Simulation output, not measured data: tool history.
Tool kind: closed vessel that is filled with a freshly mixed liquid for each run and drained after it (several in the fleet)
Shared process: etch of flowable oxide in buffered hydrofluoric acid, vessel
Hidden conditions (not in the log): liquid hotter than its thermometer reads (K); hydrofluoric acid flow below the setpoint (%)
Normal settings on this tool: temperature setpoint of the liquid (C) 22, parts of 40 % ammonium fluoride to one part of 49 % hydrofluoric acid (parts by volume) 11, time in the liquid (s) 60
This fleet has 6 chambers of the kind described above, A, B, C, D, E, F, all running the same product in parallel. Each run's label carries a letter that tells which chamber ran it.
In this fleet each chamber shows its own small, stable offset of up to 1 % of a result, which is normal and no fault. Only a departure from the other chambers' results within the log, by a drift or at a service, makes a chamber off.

run	day	temperature setpoint of the liquid (C)	parts of 40 % ammonium fluoride to one part of 49 % hydrofluoric acid (parts by volume)	time in the liquid (s)	hours since the thermometer was replaced	hours since the hydrofluoric acid flow meter was replaced	read-back film thickness of the flowable oxide reference wafer, read on the same gauge (nm)	thickness taken off the flowable oxide on a monitor wafer (Å)
1D	0.117	22	11	60	689.6	1943.7	120	2941.7
2E	0.229	22	11	60	2297.6	158.1	120	2910.4
3F	0.371	22	11	60	2205.4	445.8	120.01	2951.2
4B	0.462	22	11	60	817.1	166.5	119.97	2927.4
5C	0.596	22	11	60	184.8	603.7	120	2904.6
6A	0.7	22	11	60	1143.1	456.1	120.03	2892.5
7F	0.858	22	11	60	2217.1	457.5	120.02	3016
8C	1.05	22	15	75	195.7	614.6	120.02	2702.3
9D	1.171	22	15	75	714.9	1969	120.05	2657.5
10E	1.371	22	15	75	2325	185.5	120.03	2733.3
# day 1.45: chamber A: thermometer replaced
# day 1.504: chamber F: hydrofluoric acid flow meter replaced
11A	1.546	22	15	75	2.4	476.4	120.02	2683
12B	1.654	22	15	75	845.7	195.1	120.02	2715.4
13A	1.825	22	15	75	9.1	483.1	119.97	2669.9
14E	2.029	22	11	60	2340.8	201.3	120.03	2933.9
15C	2.146	22	11	60	222	640.9	120.04	2905.1
16F	2.279	22	11	60	2251.2	18.6	120.02	2931.6
17D	2.483	22	11	60	746.4	2000.5	119.97	2895.9
18B	2.588	22	11	60	868.1	217.5	119.97	2957.7
19F	2.679	22	11	60	2260.8	28.2	119.99	2928.4
20D	2.867	22	11	60	755.6	2009.7	120.02	2921.3
21E	3.067	22	11	60	2365.7	226.2	119.97	2925.2
# day 3.175: chamber F: thermometer replaced
22C	3.254	22	11	60	248.6	667.5	119.98	2933
23A	3.383	22	11	60	46.5	520.5	119.98	2877.3
24B	3.488	22	11	35	889.7	239.1	120.02	1674.8
25D	3.638	22	11	35	774.1	2028.2	119.99	1666.7
26C	3.738	22	11	35	260.2	679.1	120.02	1699.1
27F	3.938	22	11	35	18.3	58.4	119.96	1698.8
28E	4.079	22	11	35	2390	250.5	119.99	1699.4
29B	4.254	22	11	35	908.1	257.5	120.01	1618.8
30A	4.375	22	11	60	70.3	544.3	119.97	2854.4
31B	4.571	22	11	60	915.7	265.1	119.98	2725.3
32D	4.729	22	11	90	800.3	2054.4	119.99	4370.2
33E	4.85	22	11	90	2408.5	269	120.01	4312.8
34C	5.054	22	11	90	291.8	710.7	120.03	4397.4
35F	5.154	22	11	90	47.5	87.6	120.01	4394
36A	5.346	22	11	90	93.6	567.6	120.01	4353.6
37C	5.5	22	11	90	302.5	721.4	119.97	4356.8
38F	5.7	22	15	80	60.6	100.7	120.05	2911.9

Which is it: a chamber that has drifted or been left off by a service, a gauge drift common to all chambers, or only each chamber's usual small offset? If a chamber is off, name it and its likeliest cause.

It is chamber B that slowly wanders off from its peers.
Cause: hydrofluoric acid flow below the setpoint (%) = 8.73.
With only this log, it may be confused with: liquid colder than its thermometer reads (K).

Here are 4 candidates for chamber B's next run, each the usual settings with a change, their results left as question marks. Which one brings its results back in line with what the others give on the usual settings?
Counts as in line when no further than this from what the other chambers average on the usual settings: thickness taken off the flowable oxide on a monitor wafer (Å) 82
39B-1	5.846	21.5	11	60				?
39B-2	5.846	22	11	55				?
39B-3	5.846	22.5	10.5	60				?
39B-4	5.846	22.5	11	60				?

Mean of the other chambers on the usual settings: thickness taken off the flowable oxide on a monitor wafer (Å) 2909.3
run	thickness taken off the flowable oxide on a monitor wafer (Å)
39B-1	2612.7
39B-2	2462.2
39B-3	2889
39B-4	2759.6
It is 39B-3 that realigns the chamber with its peers.

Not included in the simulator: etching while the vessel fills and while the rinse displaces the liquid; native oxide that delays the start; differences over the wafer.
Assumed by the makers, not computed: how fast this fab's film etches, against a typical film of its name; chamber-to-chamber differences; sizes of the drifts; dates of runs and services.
